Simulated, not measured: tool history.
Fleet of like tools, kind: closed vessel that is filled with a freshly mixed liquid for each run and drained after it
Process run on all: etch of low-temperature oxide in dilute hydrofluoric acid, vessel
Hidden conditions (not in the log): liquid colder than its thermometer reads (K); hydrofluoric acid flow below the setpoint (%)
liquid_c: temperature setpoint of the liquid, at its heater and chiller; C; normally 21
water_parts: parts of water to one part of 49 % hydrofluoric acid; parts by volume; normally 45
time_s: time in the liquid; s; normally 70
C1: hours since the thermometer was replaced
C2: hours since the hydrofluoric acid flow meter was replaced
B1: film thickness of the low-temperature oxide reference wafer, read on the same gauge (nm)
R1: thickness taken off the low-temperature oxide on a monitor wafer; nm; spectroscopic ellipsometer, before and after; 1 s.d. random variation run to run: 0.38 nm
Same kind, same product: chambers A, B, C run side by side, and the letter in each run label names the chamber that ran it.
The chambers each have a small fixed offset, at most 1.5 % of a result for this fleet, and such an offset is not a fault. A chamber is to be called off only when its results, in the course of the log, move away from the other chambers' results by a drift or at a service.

Run 1B, hour 5.7: usual settings; C1 2266.9; C2 1804.6; B1 149.98. Result: R1 46.056 nm.
Run 2A, hour 10.6: usual settings; C1 1614; C2 809.8; B1 150.02. Result: R1 45.829 nm.
Run 3C, hour 16.1: usual settings; C1 1368.4; C2 510.2; B1 150. Result: R1 47.309 nm.
Run 4B, hour 21.2: usual settings; C1 2282.4; C2 1820.1; B1 149.96. Result: R1 45.908 nm.
Run 5A, hour 24.8: usual settings; C1 1628.2; C2 824; B1 150. Result: R1 45.708 nm.
Run 6C, hour 28.9: usual settings; C1 1381.2; C2 523; B1 149.97. Result: R1 46.96 nm.
Run 7A, hour 33.4: usual settings; C1 1636.8; C2 832.6; B1 150.02. Result: R1 45.942 nm.
Run 8B, hour 38.7: usual settings; C1 2299.9; C2 1837.6; B1 149.99. Result: R1 45.925 nm.
Run 9C, hour 42.5: usual settings but liquid_c 17 C, time_s 40 s; C1 1394.8; C2 536.6; B1 150.02. Result: R1 22.725 nm.
Run 10C, hour 45.1: usual settings but liquid_c 17 C, time_s 40 s; C1 1397.4; C2 539.2; B1 149.99. Result: R1 22.682 nm.
Run 11A, hour 49.1: usual settings but liquid_c 17 C, time_s 40 s; C1 1652.5; C2 848.3; B1 149.97. Result: R1 21.909 nm.
Run 12B, hour 54.3: usual settings; C1 2315.5; C2 1853.2; B1 150.02. Result: R1 46.823 nm.
Run 13A, hour 59.3: usual settings; C1 1662.7; C2 858.5; B1 149.95. Result: R1 46.624 nm.
Run 14C, hour 63.1: usual settings but time_s 40 s; C1 1415.4; C2 557.2; B1 149.98. Result: R1 26.845 nm.
Run 15B, hour 68.7: usual settings but time_s 40 s; C1 2329.9; C2 1867.6; B1 150.03. Result: R1 26.472 nm.
Run 16A, hour 73.3: usual settings but time_s 40 s; C1 1676.7; C2 872.5; B1 150.04. Result: R1 26.673 nm.
Run 17C, hour 77.5: usual settings; C1 1429.8; C2 571.6; B1 149.98. Result: R1 46.508 nm.
Run 18B, hour 81.1: usual settings; C1 2342.3; C2 1880; B1 150.01. Result: R1 46.473 nm.
Run 19B, hour 85.5: usual settings; C1 2346.7; C2 1884.4; B1 150.02. Result: R1 46.878 nm.
Run 20A, hour 90.8: usual settings; C1 1694.2; C2 890; B1 150. Result: R1 46.478 nm.
Run 21C, hour 95.6: usual settings but water_parts 65 parts by volume; C1 1447.9; C2 589.7; B1 149.98. Result: R1 31.762 nm.
Run 22B, hour 100.8: usual settings but water_parts 65 parts by volume; C1 2362; C2 1899.7; B1 149.99. Result: R1 31.021 nm.
Run 23A, hour 103.5: usual settings but water_parts 65 parts by volume; C1 1706.9; C2 902.7; B1 150.01. Result: R1 31.028 nm.
Run 24C, hour 108.5: usual settings but water_parts 30 parts by volume; C1 1460.8; C2 602.6; B1 149.98. Result: R1 72.052 nm.
Run 25A, hour 111.7: usual settings but water_parts 30 parts by volume; C1 1715.1; C2 910.9; B1 150.01. Result: R1 69.371 nm.

Each of the 3 chambers runs these same settings next. Fill in every chamber's results:
Run 26A, hour 115.8: usual settings. Result: R1 ?.
Run 26B, hour 115.8: usual settings. Result: R1 ?.
Run 26C, hour 115.8: usual settings. Result: R1 ?.

run      R1
26A  45.794
26B  46.463
26C  46.358
